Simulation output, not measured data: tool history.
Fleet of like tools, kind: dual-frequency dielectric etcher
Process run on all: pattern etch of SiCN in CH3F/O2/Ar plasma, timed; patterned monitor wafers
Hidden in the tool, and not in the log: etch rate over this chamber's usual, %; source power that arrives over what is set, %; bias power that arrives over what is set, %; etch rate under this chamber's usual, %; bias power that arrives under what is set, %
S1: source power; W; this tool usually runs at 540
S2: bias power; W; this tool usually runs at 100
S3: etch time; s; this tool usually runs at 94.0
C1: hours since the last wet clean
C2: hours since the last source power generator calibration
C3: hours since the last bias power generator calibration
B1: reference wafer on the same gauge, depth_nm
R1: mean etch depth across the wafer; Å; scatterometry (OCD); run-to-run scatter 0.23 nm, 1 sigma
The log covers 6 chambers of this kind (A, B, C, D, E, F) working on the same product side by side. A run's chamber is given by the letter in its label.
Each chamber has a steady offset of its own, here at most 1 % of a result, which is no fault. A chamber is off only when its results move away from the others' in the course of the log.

| run | hour | S1 | S2 | S3 | C1 | C2 | C3 | B1 | R1 |
|---|---|---|---|---|---|---|---|---|---|
| 1C | 7.7 | 540 | 100 | 94.0 | 407.1 | 782.8 | 2453.2 | 36.486 | 443.19 |
| 2A | 14.5 | 540 | 100 | 94.0 | 110.9 | 1826.7 | 1795.9 | 36.466 | 450.06 |
| 3D | 23.5 | 540 | 100 | 94.0 | 228.0 | 1517.0 | 2648.2 | 36.450 | 445.02 |
| 4B | 30.9 | 540 | 100 | 94.0 | 195.8 | 557.1 | 1208.3 | 36.458 | 448.50 |
| 5F | 41.4 | 540 | 100 | 94.0 | 348.8 | 210.0 | 444.6 | 36.541 | 441.36 |
| 6E | 47.5 | 540 | 100 | 94.0 | 454.4 | 1166.3 | 778.5 | 36.462 | 446.39 |
| 7D | 52.7 | 540 | 100 | 94.0 | 257.2 | 1546.2 | 2677.4 | 36.559 | 445.83 |
| 8E | 59.9 | 540 | 100 | 94.0 | 466.8 | 1178.7 | 790.9 | 36.511 | 444.87 |
| 9F | 70.4 | 540 | 100 | 94.0 | 377.8 | 239.0 | 473.6 | 36.474 | 444.31 |
| 10B | 75.5 | 540 | 100 | 94.0 | 240.4 | 601.7 | 1252.9 | 36.527 | 449.04 |
| 11A | 85.2 | 540 | 100 | 94.0 | 181.6 | 1897.4 | 1866.6 | 36.511 | 449.67 |
| 12C | 91.2 | 540 | 100 | 94.0 | 490.6 | 866.3 | 2536.7 | 36.499 | 445.40 |
| 13F | 98.5 | 540 | 100 | 94.0 | 405.9 | 267.1 | 501.7 | 36.499 | 441.78 |
|  | 99.4 | chamber E: wet clean of the chamber |
| 14B | 108.9 | 540 | 120 | 84.5 | 273.8 | 635.1 | 1286.3 | 36.518 | 432.42 |
| 15E | 118.5 | 540 | 120 | 84.5 | 19.1 | 1237.3 | 849.5 | 36.470 | 429.93 |
| 16C | 126.2 | 540 | 120 | 84.5 | 525.6 | 901.3 | 2571.7 | 36.503 | 430.97 |
| 17A | 132.9 | 540 | 120 | 84.5 | 229.3 | 1945.1 | 1914.3 | 36.481 | 433.73 |
| 18D | 140.7 | 540 | 120 | 84.5 | 345.2 | 1634.2 | 2765.4 | 36.475 | 428.40 |
| 19D | 148.4 | 540 | 120 | 84.5 | 352.9 | 1641.9 | 2773.1 | 36.512 | 427.46 |
| 20B | 155.0 | 540 | 100 | 94.0 | 319.9 | 681.2 | 1332.4 | 36.515 | 448.24 |
| 21E | 163.7 | 540 | 100 | 94.0 | 64.3 | 1282.5 | 894.7 | 36.531 | 446.38 |
| 22A | 170.5 | 540 | 88 | 94.0 | 266.9 | 1982.7 | 1951.9 | 36.527 | 428.70 |
| 23F | 176.8 | 540 | 88 | 94.0 | 484.2 | 345.4 | 580.0 | 36.527 | 420.59 |
| 24C | 184.7 | 540 | 88 | 94.0 | 584.1 | 959.8 | 2630.2 | 36.490 | 420.37 |
| 25C | 195.0 | 540 | 88 | 94.0 | 594.4 | 970.1 | 2640.5 | 36.533 | 422.09 |
|  | 197.7 | chamber C: wet clean of the chamber |
| 26D | 201.7 | 540 | 88 | 94.0 | 406.2 | 1695.2 | 2826.4 | 36.482 | 425.09 |
| 27F | 206.8 | 540 | 88 | 94.0 | 514.2 | 375.4 | 610.0 | 36.518 | 418.62 |
| 28A | 216.3 | 540 | 100 | 94.0 | 312.7 | 2028.5 | 1997.7 | 36.515 | 446.90 |
|  | 219.8 | chamber D: wet clean of the chamber |
| 29E | 223.3 | 540 | 100 | 94.0 | 123.9 | 1342.1 | 954.3 | 36.487 | 446.14 |
| 30B | 232.9 | 540 | 100 | 94.0 | 397.8 | 759.1 | 1410.3 | 36.486 | 457.13 |
| 31C | 243.1 | 540 | 100 | 94.0 | 45.5 | 1018.2 | 2688.6 | 36.491 | 445.48 |
| 32B | 252.6 | 540 | 100 | 94.0 | 417.5 | 778.8 | 1430.0 | 36.491 | 458.06 |
|  | 257.5 | chamber F: wet clean of the chamber |
| 33E | 262.8 | 540 | 100 | 94.0 | 163.4 | 1381.6 | 993.8 | 36.522 | 444.08 |
| 34F | 268.2 | 540 | 100 | 94.0 | 10.8 | 436.8 | 671.4 | 36.522 | 446.04 |
| 35D | 278.9 | 540 | 100 | 94.0 | 59.2 | 1772.4 | 2903.6 | 36.519 | 440.22 |
| 36A | 288.2 | 540 | 100 | 94.0 | 384.6 | 2100.4 | 2069.6 | 36.490 | 450.15 |
| 37F | 297.4 | 540 | 100 | 94.0 | 40.0 | 466.0 | 700.6 | 36.513 | 441.22 |
| 38D | 308.0 | 590 | 80 | 94.0 | 88.3 | 1801.5 | 2932.7 | 36.546 | 421.16 |
| 39E | 318.8 | 590 | 80 | 94.0 | 219.4 | 1437.6 | 1049.8 | 36.504 | 420.85 |
| 40A | 329.1 | 590 | 80 | 94.0 | 425.5 | 2141.3 | 2110.5 | 36.444 | 431.79 |
| 41C | 334.0 | 590 | 80 | 94.0 | 136.4 | 1109.1 | 2779.5 | 36.488 | 420.76 |
| 42B | 340.4 | 590 | 80 | 94.0 | 505.3 | 866.6 | 1517.8 | 36.532 | 448.71 |
| 43F | 347.8 | 590 | 80 | 94.0 | 90.4 | 516.4 | 751.0 | 36.503 | 427.48 |
| 44B | 356.1 | 540 | 100 | 94.0 | 521.0 | 882.3 | 1533.5 | 36.568 | 471.69 |

Does one chamber stand apart from the rest, does the shared gauge drift, or is all well apart from small per-chamber offsets? Give the chamber and the most likely cause, where there is one.

It is chamber B that slowly wanders off from its peers.
Likeliest cause: etch rate over this chamber's usual, % = 5.41.

Chamber B could run next with any of the 4 candidate recipes listed below; each alters the usual settings, and their results appear as question marks. Which one brings its results back in line with what the other chambers deliver on the usual settings?
Maximum distance from the other chambers' mean on the usual settings for a result to count as in line: R1 8.10 Å
| 45B-1 | 364.1 | 530 | 100 | 89.0 |  |  |  |  | ? |
| 45B-2 | 364.1 | 580 | 100 | 94.0 |  |  |  |  | ? |
| 45B-3 | 364.1 | 550 | 101 | 99.0 |  |  |  |  | ? |
| 45B-4 | 364.1 | 540 | 99 | 92.0 |  |  |  |  | ? |

The other chambers' mean on the usual settings: R1 444.92 Å
| run | R1 |
|---|---|
| 45B-1 | 445.21 |
| 45B-2 | 486.27 |
| 45B-3 | 503.93 |
| 45B-4 | 461.73 |
45B-1 is the one that brings the chamber's results back in line with the other chambers.

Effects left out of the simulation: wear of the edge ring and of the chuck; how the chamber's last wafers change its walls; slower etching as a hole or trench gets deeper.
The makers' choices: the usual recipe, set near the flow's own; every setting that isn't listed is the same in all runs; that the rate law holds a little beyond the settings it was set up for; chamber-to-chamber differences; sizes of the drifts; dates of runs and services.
